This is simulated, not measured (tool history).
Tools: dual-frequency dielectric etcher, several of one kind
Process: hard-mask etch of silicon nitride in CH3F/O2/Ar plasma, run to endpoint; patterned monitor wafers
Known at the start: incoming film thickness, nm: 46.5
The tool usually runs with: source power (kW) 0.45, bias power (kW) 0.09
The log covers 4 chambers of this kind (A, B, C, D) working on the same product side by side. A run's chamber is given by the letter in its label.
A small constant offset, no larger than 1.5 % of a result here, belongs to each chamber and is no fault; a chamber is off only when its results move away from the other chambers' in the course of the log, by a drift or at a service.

run   hour  source power (kW)  bias power (kW)  endpoint time (s)
 1A    2.8               0.45             0.09             60.046
 2D    5.6               0.45             0.09             59.796
       9.1  -- chamber A: bias power generator calibrated
 3C    9.9               0.45             0.09              59.96
 4B   13.6               0.45             0.09             58.827
 5D   18.4               0.45             0.09             59.246
 6C   22.2               0.45             0.09              59.74
 7A   28.5               0.45             0.09             60.108
 8B   34.4               0.45             0.09             58.952
 9B   39.1               0.45             0.09             58.832
10A   42.4               0.45             0.09             60.312
11D     48               0.45             0.09             59.278
12C   54.2               0.45             0.09              59.59
13A   60.6               0.45             0.09             60.595
14D   66.7               0.45             0.09             59.384
15B     72               0.45             0.09             59.045
16C   75.3               0.45            0.102              57.44
17A   80.6               0.45            0.102             57.708
18B   83.6               0.45            0.102             56.031
19C   87.7               0.45            0.102              57.32
20D   90.9               0.45             0.09             59.501
21B   94.8               0.45             0.09             59.152
22C   99.6               0.51            0.071             61.645
     101.1  -- chamber C: wet clean of the chamber
23D  103.7               0.51            0.071             61.572
24A  109.6               0.51            0.071             62.731
25B  113.5               0.51            0.071             61.244
26D  118.7               0.45             0.09             59.377
27C  121.7               0.45             0.09             59.498
28A  125.3               0.45             0.09             60.907
29B  129.6               0.37            0.074             67.228
30A  133.1               0.37            0.074             70.401
31C  137.4               0.37            0.074             69.001
32D    143               0.37            0.074             68.679
33B  146.7               0.45             0.09             58.966
34A  150.2               0.45             0.09             61.355
35C  155.8               0.45             0.09             59.352

For the next run the whole fleet of 4 chambers uses the same settings. Give each chamber's results:
36A  160.4               0.45             0.09                  ?
36B  160.4               0.45             0.09                  ?
36C  160.4               0.45             0.09                  ?
36D  160.4               0.45             0.09                  ?

run  endpoint time (s)
36A             61.464
36B             58.714
36C             59.734
36D              59.33

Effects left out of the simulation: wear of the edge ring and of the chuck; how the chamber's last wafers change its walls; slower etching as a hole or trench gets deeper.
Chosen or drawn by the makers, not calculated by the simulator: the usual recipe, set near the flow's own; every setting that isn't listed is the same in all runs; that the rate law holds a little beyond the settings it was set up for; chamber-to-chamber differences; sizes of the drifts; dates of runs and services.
